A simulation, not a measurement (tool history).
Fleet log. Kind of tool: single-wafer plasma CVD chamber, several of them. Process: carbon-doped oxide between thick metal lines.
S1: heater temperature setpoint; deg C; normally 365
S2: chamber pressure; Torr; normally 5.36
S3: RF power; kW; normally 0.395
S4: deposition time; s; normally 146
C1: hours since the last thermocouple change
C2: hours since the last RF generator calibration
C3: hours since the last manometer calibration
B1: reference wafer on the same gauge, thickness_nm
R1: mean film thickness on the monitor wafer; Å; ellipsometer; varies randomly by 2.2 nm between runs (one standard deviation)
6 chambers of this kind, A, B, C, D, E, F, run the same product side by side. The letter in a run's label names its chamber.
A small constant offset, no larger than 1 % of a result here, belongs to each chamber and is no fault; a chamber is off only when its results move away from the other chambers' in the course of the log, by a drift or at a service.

run,hour,S1,S2,S3,S4,C1,C2,C3,B1,R1
1D,6.7,365,5.36,0.395,146,1101.3,584,1905,699.82,6144.5
2C,18.3,365,5.36,0.395,146,512.6,779.9,185.2,700.21,6157
3A,31,365,5.36,0.395,146,199.6,2205.4,537.8,699.59,6091.3
4F,37.9,365,5.36,0.395,146,384.5,144.5,296.8,699.82,6164.3
5E,44.6,365,5.36,0.43,169,144,1026.4,766.7,699.37,7614.4
# hour 48.7: chamber E: RF generator calibrated
# hour 54.2: chamber D: capacitance manometer re-zeroed and calibrated
6B,55.6,365,5.36,0.43,169,1811.7,301,891.9,699.63,7539
7B,65.4,365,5.36,0.43,169,1821.5,310.8,901.7,700.21,7504.1
8C,76.2,365,5.36,0.43,169,570.5,837.8,243.1,700.61,7555.8
9E,83.6,365,5.36,0.43,169,183,35,805.7,700.41,7566.4
10F,92.4,365,5.36,0.43,169,439,199,351.3,699.16,7642.9
11D,104.5,365,5.36,0.395,146,1199.1,681.8,50.3,700.04,6127.6
12A,113.2,365,5.36,0.395,146,281.8,2287.6,620,700.2,6091.1
13E,120.5,365,5.36,0.395,146,219.9,71.9,842.6,700.31,6172.8
14A,127.9,365,5.36,0.395,146,296.5,2302.3,634.7,699.58,6075.5
15B,135.9,365,5.36,0.395,146,1892,381.3,972.2,699.13,6079.5
16F,148.6,365,5.36,0.395,146,495.2,255.2,407.5,700.12,6155.7
17D,158.5,365,5.36,0.395,146,1253.1,735.8,104.3,700.58,6117.9
18C,168.9,372,5.36,0.425,146,663.2,930.5,335.8,700.64,6386.5
19C,181.3,372,5.36,0.425,146,675.6,942.9,348.2,700.02,6409.4
20A,194.6,372,5.36,0.425,146,363.2,2369,701.4,700.15,6344.1
21B,206.2,372,5.36,0.425,146,1962.3,451.6,1042.5,700.27,6350.6
22E,214.7,372,5.36,0.425,146,314.1,166.1,936.8,700.12,6411.3
23F,227.9,372,5.36,0.425,146,574.5,334.5,486.8,700.1,6366.2
24D,241,365,5.36,0.395,146,1335.6,818.3,186.8,700.58,6125.8
25E,252.6,373,5.36,0.395,146,352,204,974.7,700.5,6040.7
26F,260.9,373,5.36,0.395,146,607.5,367.5,519.8,700.36,6081.6
# hour 264.4: chamber B: capacitance manometer re-zeroed and calibrated
27C,271.4,373,5.36,0.395,146,765.7,1033,438.3,700.22,5970.5
28B,286.2,373,5.36,0.395,146,2042.3,531.6,21.8,700.23,5998.7
29D,298.7,373,5.36,0.395,146,1393.3,876,244.5,700.65,6038.1
30A,306.8,373,5.36,0.395,146,475.4,2481.2,813.6,700.12,5955.1
31E,316.1,365,5.36,0.395,146,415.5,267.5,1038.2,699.78,6128.5
32C,328.2,365,5.36,0.395,146,822.5,1089.8,495.1,699.76,6043.8
33D,335.4,365,5.36,0.395,146,1430,912.7,281.2,698.92,6129.6
34B,345.9,365,5.36,0.395,146,2102,591.3,81.5,699.47,6138.7
35A,353.7,365,5.36,0.395,146,522.3,2528.1,860.5,699.72,6115.7
36F,365.3,365,5.36,0.395,146,711.9,471.9,624.2,699.54,6108.7
37A,375.8,365,5.36,0.395,146,544.4,2550.2,882.6,700.29,6090.1
38B,383.1,365,5.36,0.395,146,2139.2,628.5,118.7,700.19,6120.4
39E,397.3,365,5.36,0.395,146,496.7,348.7,1119.4,700,6176.7
40F,409.9,352,5.36,0.33,146,756.5,516.5,668.8,699.53,5603.1

For the next run the whole fleet of 6 chambers uses the same settings. Give each chamber's results:
41A,420.5,356,5.36,0.395,146,,,,,?
41B,420.5,356,5.36,0.395,146,,,,,?
41C,420.5,356,5.36,0.395,146,,,,,?
41D,420.5,356,5.36,0.395,146,,,,,?
41E,420.5,356,5.36,0.395,146,,,,,?
41F,420.5,356,5.36,0.395,146,,,,,?

run,R1
41A,6206.9
41B,6258.7
41C,6133.8
41D,6261.9
41E,6281.7
41F,6262.1
